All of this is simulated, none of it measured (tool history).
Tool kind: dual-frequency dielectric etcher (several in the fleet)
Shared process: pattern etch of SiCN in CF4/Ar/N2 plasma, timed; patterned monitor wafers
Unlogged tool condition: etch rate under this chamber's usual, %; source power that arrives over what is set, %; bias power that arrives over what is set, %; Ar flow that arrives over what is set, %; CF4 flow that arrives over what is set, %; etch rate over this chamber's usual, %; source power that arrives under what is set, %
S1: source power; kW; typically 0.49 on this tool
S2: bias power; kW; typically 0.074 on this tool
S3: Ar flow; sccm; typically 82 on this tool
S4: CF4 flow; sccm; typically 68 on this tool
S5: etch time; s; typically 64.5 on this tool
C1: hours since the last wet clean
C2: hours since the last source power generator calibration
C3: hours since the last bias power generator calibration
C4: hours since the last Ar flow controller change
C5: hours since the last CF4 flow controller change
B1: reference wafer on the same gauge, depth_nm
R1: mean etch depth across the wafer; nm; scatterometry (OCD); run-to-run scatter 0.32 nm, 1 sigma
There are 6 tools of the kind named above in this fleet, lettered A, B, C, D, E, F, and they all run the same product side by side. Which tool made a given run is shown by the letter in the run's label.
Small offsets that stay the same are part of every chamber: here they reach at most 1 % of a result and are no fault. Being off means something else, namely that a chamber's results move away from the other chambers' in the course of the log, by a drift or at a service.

{"run": "1F", "day": 0.162, "S1": 0.49, "S2": 0.074, "S3": 82, "S4": 68, "S5": 64.5, "C1": 140.1, "C2": 4278.3, "C3": 932.6, "C4": 1303.6, "C5": 4352.1, "B1": 73.763, "R1": 61.663}
{"run": "2C", "day": 0.45, "S1": 0.49, "S2": 0.074, "S3": 82, "S4": 68, "S5": 64.5, "C1": 152.7, "C2": 1087.6, "C3": 2575.5, "C4": 1695, "C5": 2215.9, "B1": 73.913, "R1": 62.524}
{"run": "3D", "day": 0.717, "S1": 0.49, "S2": 0.074, "S3": 82, "S4": 68, "S5": 64.5, "C1": 393.7, "C2": 2511.3, "C3": 1453.1, "C4": 3730.5, "C5": 1711.4, "B1": 73.893, "R1": 62.538}
{"run": "4A", "day": 0.912, "S1": 0.49, "S2": 0.074, "S3": 82, "S4": 68, "S5": 64.5, "C1": 182.7, "C2": 2042.9, "C3": 93.7, "C4": 3239.6, "C5": 2577, "B1": 73.782, "R1": 62.865}
{"run": "5E", "day": 1.104, "S1": 0.49, "S2": 0.074, "S3": 82, "S4": 68, "S5": 64.5, "C1": 179.7, "C2": 1719.1, "C3": 151, "C4": 578.3, "C5": 1434.8, "B1": 73.801, "R1": 61.976}
{"run": "6B", "day": 1.342, "S1": 0.49, "S2": 0.074, "S3": 82, "S4": 51, "S5": 74, "C1": 424.5, "C2": 1181.2, "C3": 521.1, "C4": 2239.6, "C5": 536, "B1": 73.884, "R1": 68.3}
{"run": "7F", "day": 1.479, "S1": 0.49, "S2": 0.074, "S3": 82, "S4": 51, "S5": 74, "C1": 171.7, "C2": 4309.9, "C3": 964.2, "C4": 1335.2, "C5": 4383.7, "B1": 73.953, "R1": 66.97}
{"run": "8D", "day": 1.675, "S1": 0.49, "S2": 0.074, "S3": 82, "S4": 51, "S5": 74, "C1": 416.7, "C2": 2534.3, "C3": 1476.1, "C4": 3753.5, "C5": 1734.4, "B1": 73.88, "R1": 68.666}
{"run": "9B", "day": 1.817, "S1": 0.49, "S2": 0.074, "S3": 82, "S4": 51, "S5": 74, "C1": 435.9, "C2": 1192.6, "C3": 532.5, "C4": 2251, "C5": 547.4, "B1": 73.851, "R1": 67.587}
{"run": "10E", "day": 2.021, "S1": 0.49, "S2": 0.074, "S3": 82, "S4": 51, "S5": 74, "C1": 201.7, "C2": 1741.1, "C3": 173, "C4": 600.3, "C5": 1456.8, "B1": 73.769, "R1": 68.033}
{"run": "11A", "day": 2.2, "S1": 0.49, "S2": 0.074, "S3": 82, "S4": 51, "S5": 74, "C1": 213.6, "C2": 2073.8, "C3": 124.6, "C4": 3270.5, "C5": 2607.9, "B1": 73.779, "R1": 68.53}
{"run": "12C", "day": 2.433, "S1": 0.49, "S2": 0.074, "S3": 82, "S4": 68, "S5": 64.5, "C1": 200.3, "C2": 1135.2, "C3": 2623.1, "C4": 1742.6, "C5": 2263.5, "B1": 73.723, "R1": 62.191}
{"day": 2.554, "done": "chamber B: wet clean of the chamber"}
{"run": "13E", "day": 2.688, "S1": 0.49, "S2": 0.074, "S3": 82, "S4": 68, "S5": 64.5, "C1": 217.7, "C2": 1757.1, "C3": 189, "C4": 616.3, "C5": 1472.8, "B1": 73.856, "R1": 62.265}
{"run": "14D", "day": 2.921, "S1": 0.49, "S2": 0.074, "S3": 82, "S4": 68, "S5": 64.5, "C1": 446.6, "C2": 2564.2, "C3": 1506, "C4": 3783.4, "C5": 1764.3, "B1": 73.867, "R1": 62.514}
{"run": "15A", "day": 3.146, "S1": 0.49, "S2": 0.074, "S3": 82, "S4": 68, "S5": 64.5, "C1": 236.3, "C2": 2096.5, "C3": 147.3, "C4": 3293.2, "C5": 2630.6, "B1": 73.782, "R1": 62.435}
{"run": "16B", "day": 3.321, "S1": 0.49, "S2": 0.074, "S3": 82, "S4": 83, "S5": 64.5, "C1": 18.5, "C2": 1228.7, "C3": 568.6, "C4": 2287.1, "C5": 583.5, "B1": 73.885, "R1": 64.073}
{"run": "17C", "day": 3.612, "S1": 0.49, "S2": 0.074, "S3": 82, "S4": 83, "S5": 64.5, "C1": 228.6, "C2": 1163.5, "C3": 2651.4, "C4": 1770.9, "C5": 2291.8, "B1": 73.85, "R1": 64.19}
{"run": "18F", "day": 3.867, "S1": 0.49, "S2": 0.074, "S3": 82, "S4": 83, "S5": 64.5, "C1": 229, "C2": 4367.2, "C3": 1021.5, "C4": 1392.5, "C5": 4441, "B1": 73.764, "R1": 63.5}
{"run": "19B", "day": 4.042, "S1": 0.49, "S2": 0.074, "S3": 82, "S4": 83, "S5": 64.5, "C1": 35.8, "C2": 1246, "C3": 585.9, "C4": 2304.4, "C5": 600.8, "B1": 73.743, "R1": 63.776}
{"run": "20C", "day": 4.246, "S1": 0.49, "S2": 0.074, "S3": 82, "S4": 83, "S5": 64.5, "C1": 243.8, "C2": 1178.7, "C3": 2666.6, "C4": 1786.1, "C5": 2307, "B1": 73.785, "R1": 64.266}
{"run": "21E", "day": 4.538, "S1": 0.49, "S2": 0.074, "S3": 82, "S4": 83, "S5": 64.5, "C1": 262.1, "C2": 1801.5, "C3": 233.4, "C4": 660.7, "C5": 1517.2, "B1": 73.727, "R1": 63.943}
{"run": "22F", "day": 4.833, "S1": 0.49, "S2": 0.074, "S3": 82, "S4": 68, "S5": 64.5, "C1": 252.2, "C2": 4390.4, "C3": 1044.7, "C4": 1415.7, "C5": 4464.2, "B1": 73.899, "R1": 61.775}
{"run": "23A", "day": 5.104, "S1": 0.49, "S2": 0.074, "S3": 82, "S4": 56, "S5": 71.5, "C1": 283.3, "C2": 2143.5, "C3": 194.3, "C4": 3340.2, "C5": 2677.6, "B1": 73.773, "R1": 66.253}
{"run": "24D", "day": 5.346, "S1": 0.49, "S2": 0.074, "S3": 82, "S4": 56, "S5": 71.5, "C1": 504.8, "C2": 2622.4, "C3": 1564.2, "C4": 3841.6, "C5": 1822.5, "B1": 73.744, "R1": 67.565}
{"run": "25F", "day": 5.625, "S1": 0.49, "S2": 0.074, "S3": 82, "S4": 56, "S5": 71.5, "C1": 271.2, "C2": 4409.4, "C3": 1063.7, "C4": 1434.7, "C5": 4483.2, "B1": 73.742, "R1": 66.602}
{"run": "26B", "day": 5.833, "S1": 0.49, "S2": 0.074, "S3": 82, "S4": 56, "S5": 71.5, "C1": 78.8, "C2": 1289, "C3": 628.9, "C4": 2347.4, "C5": 643.8, "B1": 73.783, "R1": 66.669}
{"run": "27A", "day": 5.992, "S1": 0.49, "S2": 0.074, "S3": 82, "S4": 56, "S5": 71.5, "C1": 304.6, "C2": 2164.8, "C3": 215.6, "C4": 3361.5, "C5": 2698.9, "B1": 73.816, "R1": 66.063}
{"run": "28C", "day": 6.188, "S1": 0.49, "S2": 0.074, "S3": 82, "S4": 56, "S5": 71.5, "C1": 290.4, "C2": 1225.3, "C3": 2713.2, "C4": 1832.7, "C5": 2353.6, "B1": 73.732, "R1": 67.097}
{"run": "29D", "day": 6.358, "S1": 0.49, "S2": 0.074, "S3": 82, "S4": 68, "S5": 64.5, "C1": 529.1, "C2": 2646.7, "C3": 1588.5, "C4": 3865.9, "C5": 1846.8, "B1": 73.712, "R1": 63.08}
{"run": "30E", "day": 6.592, "S1": 0.42, "S2": 0.074, "S3": 82, "S4": 58, "S5": 64.5, "C1": 311.4, "C2": 1850.8, "C3": 282.7, "C4": 710, "C5": 1566.5, "B1": 73.88, "R1": 53.237}
{"run": "31B", "day": 6.762, "S1": 0.42, "S2": 0.074, "S3": 82, "S4": 58, "S5": 64.5, "C1": 101.1, "C2": 1311.3, "C3": 651.2, "C4": 2369.7, "C5": 666.1, "B1": 73.814, "R1": 52.836}
{"run": "32F", "day": 7.029, "S1": 0.42, "S2": 0.074, "S3": 82, "S4": 58, "S5": 64.5, "C1": 304.9, "C2": 4443.1, "C3": 1097.4, "C4": 1468.4, "C5": 4516.9, "B1": 73.818, "R1": 52.093}
{"run": "33D", "day": 7.275, "S1": 0.42, "S2": 0.074, "S3": 82, "S4": 58, "S5": 64.5, "C1": 551.1, "C2": 2668.7, "C3": 1610.5, "C4": 3887.9, "C5": 1868.8, "B1": 73.738, "R1": 53.62}
{"run": "34C", "day": 7.496, "S1": 0.42, "S2": 0.074, "S3": 82, "S4": 58, "S5": 64.5, "C1": 321.8, "C2": 1256.7, "C3": 2744.6, "C4": 1864.1, "C5": 2385, "B1": 73.831, "R1": 53.617}
{"run": "35A", "day": 7.762, "S1": 0.42, "S2": 0.074, "S3": 82, "S4": 58, "S5": 64.5, "C1": 347.1, "C2": 2207.3, "C3": 258.1, "C4": 3404, "C5": 2741.4, "B1": 73.749, "R1": 51.616}
{"run": "36E", "day": 8.021, "S1": 0.49, "S2": 0.074, "S3": 82, "S4": 68, "S5": 64.5, "C1": 345.7, "C2": 1885.1, "C3": 317, "C4": 744.3, "C5": 1600.8, "B1": 73.687, "R1": 62.26}
{"run": "37A", "day": 8.188, "S1": 0.49, "S2": 0.074, "S3": 82, "S4": 68, "S5": 64.5, "C1": 357.3, "C2": 2217.5, "C3": 268.3, "C4": 3414.2, "C5": 2751.6, "B1": 73.793, "R1": 60.101}

Has any chamber moved away from the others, gradually or after a service, or does the common gauge drift, or do the chambers differ only by their own small steady offsets? State the chamber and the most likely cause if one applies.

Chamber A drifts away from the others.
Most likely cause: etch rate under this chamber's usual, % = 4.59.
Not necessarily distinguishable in this log from: source power that arrives under what is set, %.

Here are 4 candidates for chamber A's next run, each the usual settings with a change, their results left as question marks. Which one brings its results back in line with what the others give on the usual settings?
In line means no further than this from the other chambers' mean on the usual settings: R1 1.1 nm
{"run": "38A-1", "day": 8.4, "S1": 0.48, "S2": 0.074, "S3": 82, "S4": 68, "S5": 63, "R1": "?"}
{"run": "38A-2", "day": 8.4, "S1": 0.5, "S2": 0.075, "S3": 82, "S4": 68, "S5": 67.5, "R1": "?"}
{"run": "38A-3", "day": 8.4, "S1": 0.5, "S2": 0.074, "S3": 82, "S4": 68, "S5": 66, "R1": "?"}
{"run": "38A-4", "day": 8.4, "S1": 0.49, "S2": 0.074, "S3": 82, "S4": 68, "S5": 60, "R1": "?"}

The other chambers' mean on the usual settings: R1 62.142 nm
run=38A-1 R1=57.147
run=38A-2 R1=63.795
run=38A-3 R1=62.096
run=38A-4 R1=55.439
Change 38A-3 lands the chamber within the allowed miss of the other chambers.
